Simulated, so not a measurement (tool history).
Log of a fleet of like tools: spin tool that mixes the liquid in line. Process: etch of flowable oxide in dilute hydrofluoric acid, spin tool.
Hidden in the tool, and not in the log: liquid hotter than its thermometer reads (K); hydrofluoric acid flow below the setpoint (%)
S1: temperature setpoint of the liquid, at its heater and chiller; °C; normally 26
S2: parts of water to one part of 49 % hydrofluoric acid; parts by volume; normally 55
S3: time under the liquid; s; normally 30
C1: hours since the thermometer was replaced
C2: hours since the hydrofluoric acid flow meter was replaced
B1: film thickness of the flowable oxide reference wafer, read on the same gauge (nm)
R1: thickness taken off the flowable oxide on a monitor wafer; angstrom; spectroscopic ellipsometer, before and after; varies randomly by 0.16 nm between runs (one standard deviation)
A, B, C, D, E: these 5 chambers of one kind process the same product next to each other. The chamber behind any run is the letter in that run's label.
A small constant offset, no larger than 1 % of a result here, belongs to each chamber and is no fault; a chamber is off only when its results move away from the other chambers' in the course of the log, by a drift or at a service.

{"run": "1D", "hour": 2.3, "S1": 26, "S2": 55, "S3": 30, "C1": 800.5, "C2": 927.3, "B1": 140, "R1": 192.05}
{"run": "2A", "hour": 6.2, "S1": 26, "S2": 55, "S3": 30, "C1": 429.1, "C2": 52.1, "B1": 139.99, "R1": 191.02}
{"run": "3E", "hour": 9.4, "S1": 26, "S2": 55, "S3": 30, "C1": 472.5, "C2": 948.2, "B1": 139.99, "R1": 191.99}
{"run": "4B", "hour": 12.6, "S1": 26, "S2": 55, "S3": 30, "C1": 23, "C2": 567.8, "B1": 139.97, "R1": 189.55}
{"run": "5C", "hour": 15.8, "S1": 26, "S2": 55, "S3": 30, "C1": 902.1, "C2": 948.5, "B1": 140.02, "R1": 190.77}
{"run": "6A", "hour": 17.7, "S1": 26, "S2": 55, "S3": 30, "C1": 440.6, "C2": 63.6, "B1": 140.02, "R1": 187.09}
{"run": "7C", "hour": 20.2, "S1": 26, "S2": 55, "S3": 30, "C1": 906.5, "C2": 952.9, "B1": 140, "R1": 193.51}
{"run": "8E", "hour": 23.3, "S1": 26, "S2": 55, "S3": 35, "C1": 486.4, "C2": 962.1, "B1": 140.02, "R1": 225.92}
{"run": "9D", "hour": 27.4, "S1": 26, "S2": 55, "S3": 35, "C1": 825.6, "C2": 952.4, "B1": 139.99, "R1": 223.14}
{"run": "10B", "hour": 31.8, "S1": 26, "S2": 55, "S3": 35, "C1": 42.2, "C2": 587, "B1": 139.99, "R1": 223.34}
{"run": "11A", "hour": 36.0, "S1": 26, "S2": 55, "S3": 35, "C1": 458.9, "C2": 81.9, "B1": 140.01, "R1": 222.31}
{"run": "12C", "hour": 39.1, "S1": 26, "S2": 55, "S3": 35, "C1": 925.4, "C2": 971.8, "B1": 140, "R1": 220.5}
{"run": "13E", "hour": 41.2, "S1": 26, "S2": 55, "S3": 30, "C1": 504.3, "C2": 980, "B1": 140, "R1": 192.32}
{"run": "14B", "hour": 43.5, "S1": 26, "S2": 55, "S3": 30, "C1": 53.9, "C2": 598.7, "B1": 139.99, "R1": 188.18}
{"run": "15D", "hour": 46.0, "S1": 21.5, "S2": 55, "S3": 15, "C1": 844.2, "C2": 971, "B1": 140, "R1": 78.941}
{"run": "16D", "hour": 48.0, "S1": 21.5, "S2": 55, "S3": 15, "C1": 846.2, "C2": 973, "B1": 140.01, "R1": 78.637}
{"run": "17B", "hour": 51.4, "S1": 21.5, "S2": 55, "S3": 15, "C1": 61.8, "C2": 606.6, "B1": 140.01, "R1": 78.663}
{"run": "18A", "hour": 53.6, "S1": 21.5, "S2": 55, "S3": 15, "C1": 476.5, "C2": 99.5, "B1": 139.98, "R1": 78.609}
{"run": "19E", "hour": 57.9, "S1": 21.5, "S2": 55, "S3": 15, "C1": 521, "C2": 996.7, "B1": 140, "R1": 80.541}
{"run": "20C", "hour": 62.0, "S1": 26, "S2": 55, "S3": 30, "C1": 948.3, "C2": 994.7, "B1": 140.01, "R1": 192.63}
{"run": "21C", "hour": 65.0, "S1": 28, "S2": 45, "S3": 30, "C1": 951.3, "C2": 997.7, "B1": 140, "R1": 254.1}
{"run": "22D", "hour": 67.7, "S1": 28, "S2": 45, "S3": 30, "C1": 865.9, "C2": 992.7, "B1": 139.99, "R1": 255.46}
{"run": "23A", "hour": 70.0, "S1": 28, "S2": 45, "S3": 30, "C1": 492.9, "C2": 115.9, "B1": 140.03, "R1": 254}
{"run": "24B", "hour": 74.3, "S1": 28, "S2": 45, "S3": 30, "C1": 84.7, "C2": 629.5, "B1": 140, "R1": 253.33}
{"run": "25E", "hour": 76.4, "S1": 28, "S2": 45, "S3": 30, "C1": 539.5, "C2": 1015.2, "B1": 140, "R1": 255.9}
{"hour": 78.9, "done": "chamber E: thermometer replaced"}
{"run": "26E", "hour": 79.8, "S1": 26, "S2": 55, "S3": 30, "C1": 1, "C2": 1018.6, "B1": 140, "R1": 189.26}
{"run": "27C", "hour": 83.9, "S1": 26, "S2": 55, "S3": 30, "C1": 970.2, "C2": 1016.6, "B1": 140.01, "R1": 194.49}
{"run": "28A", "hour": 88.0, "S1": 26, "S2": 55, "S3": 30, "C1": 510.9, "C2": 133.9, "B1": 139.99, "R1": 188.65}
{"run": "29B", "hour": 90.7, "S1": 26, "S2": 55, "S3": 30, "C1": 101.1, "C2": 645.9, "B1": 139.98, "R1": 193.03}
{"hour": 93.1, "done": "chamber D: hydrofluoric acid flow meter replaced"}
{"run": "30D", "hour": 94.5, "S1": 29.5, "S2": 55, "S3": 15, "C1": 892.7, "C2": 1.4, "B1": 139.98, "R1": 110.88}

For the next run the whole fleet of 5 chambers uses the same settings. Give each chamber's results:
{"run": "31A", "hour": 97.6, "S1": 26, "S2": 55, "S3": 30, "R1": "?"}
{"run": "31B", "hour": 97.6, "S1": 26, "S2": 55, "S3": 30, "R1": "?"}
{"run": "31C", "hour": 97.6, "S1": 26, "S2": 55, "S3": 30, "R1": "?"}
{"run": "31D", "hour": 97.6, "S1": 26, "S2": 55, "S3": 30, "R1": "?"}
{"run": "31E", "hour": 97.6, "S1": 26, "S2": 55, "S3": 30, "R1": "?"}

run=31A R1=185.39
run=31B R1=192.77
run=31C R1=192.56
run=31D R1=193.79
run=31E R1=192.02
